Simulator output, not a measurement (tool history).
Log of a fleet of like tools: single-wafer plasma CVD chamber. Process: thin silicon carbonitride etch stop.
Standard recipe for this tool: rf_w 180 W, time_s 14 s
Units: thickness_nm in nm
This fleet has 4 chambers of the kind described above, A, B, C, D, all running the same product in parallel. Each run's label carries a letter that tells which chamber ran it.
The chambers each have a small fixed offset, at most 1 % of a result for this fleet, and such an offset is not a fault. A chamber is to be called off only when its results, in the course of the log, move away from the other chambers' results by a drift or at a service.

run	hour	rf_w	time_s	hours since the last thermocouple change	hours since the last RF generator calibration	read-back reference wafer on the same gauge, thickness_nm	thickness_nm
1B	7.4	180	14	1376.7	627.2	7.4658	7.7485
2C	18.9	180	14	791.5	464.9	7.4629	7.7294
3D	28.1	180	14	1618	933	7.4784	7.6719
4A	40.7	180	14	2310.2	854.4	7.4867	7.7123
5C	49.5	180	14	822.1	495.5	7.4666	7.7197
6D	57.1	180	14	1647	962	7.4679	7.7157
7A	70.4	180	14	2339.9	884.1	7.4775	7.6516
8B	77.4	180	14	1446.7	697.2	7.4764	7.7909
9C	90.1	190	12.6	862.7	536.1	7.4759	7.0031
# hour 97.6: chamber D: thermocouple changed; heater temperature recalibrated
10D	97.6	190	12.6	0.1	1002.5	7.4778	7.0315
11A	106.7	190	12.6	2376.2	920.4	7.4726	7.0587
12B	113.2	190	12.6	1482.5	733	7.4608	7.0459
13A	119.9	180	14	2389.4	933.6	7.4679	7.6646
14D	129.7	180	14	32.2	1034.6	7.4682	7.637
15C	138.9	180	14	911.5	584.9	7.4658	7.7299
16B	148.2	180	14	1517.5	768	7.4674	7.7799
17A	155.5	145	14	2425	969.2	7.461	7.1786
18C	162.4	145	14	935	608.4	7.4682	7.277
# hour 163.9: chamber D: RF generator calibrated
19D	172.1	145	14	74.6	8.2	7.473	7.2024
20B	181.8	145	14	1551.1	801.6	7.4686	7.1972
21D	193.9	180	14	96.4	30	7.4656	7.671
22C	201.5	180	14	974.1	647.5	7.4726	7.7562
23B	210	180	14	1579.3	829.8	7.466	7.7755
24A	217	180	14	2486.5	1030.7	7.4682	7.7404
25C	224.3	180	14	996.9	670.3	7.4701	7.7097
26D	236.5	180	14	139	72.6	7.487	7.6756
27A	250.3	180	14	2519.8	1064	7.4705	7.7077
28B	263.4	180	11.4	1632.7	883.2	7.4665	6.2402
29B	272.2	180	11.4	1641.5	892	7.4699	6.24
# hour 279.9: chamber C: thermocouple changed; heater temperature recalibrated
30D	280.9	180	11.4	183.4	117	7.4687	6.3029
31C	288.8	180	11.4	8.9	734.8	7.4577	6.2892
32A	295.1	180	14	2564.6	1108.8	7.4748	7.6747
33C	306.2	180	14	26.3	752.2	7.4712	7.7029
34B	319	180	14	1688.3	938.8	7.4687	7.6961
35A	329	180	14	2598.5	1142.7	7.459	7.6246
36D	338.8	180	14	241.3	174.9	7.4772	7.708

Each of the 4 chambers runs these same settings next. Fill in every chamber's results:
37A	349	180	14				?
37B	349	180	14				?
37C	349	180	14				?
37D	349	180	14				?

run	thickness_nm
37A	7.6068
37B	7.8196
37C	7.6984
37D	7.7811

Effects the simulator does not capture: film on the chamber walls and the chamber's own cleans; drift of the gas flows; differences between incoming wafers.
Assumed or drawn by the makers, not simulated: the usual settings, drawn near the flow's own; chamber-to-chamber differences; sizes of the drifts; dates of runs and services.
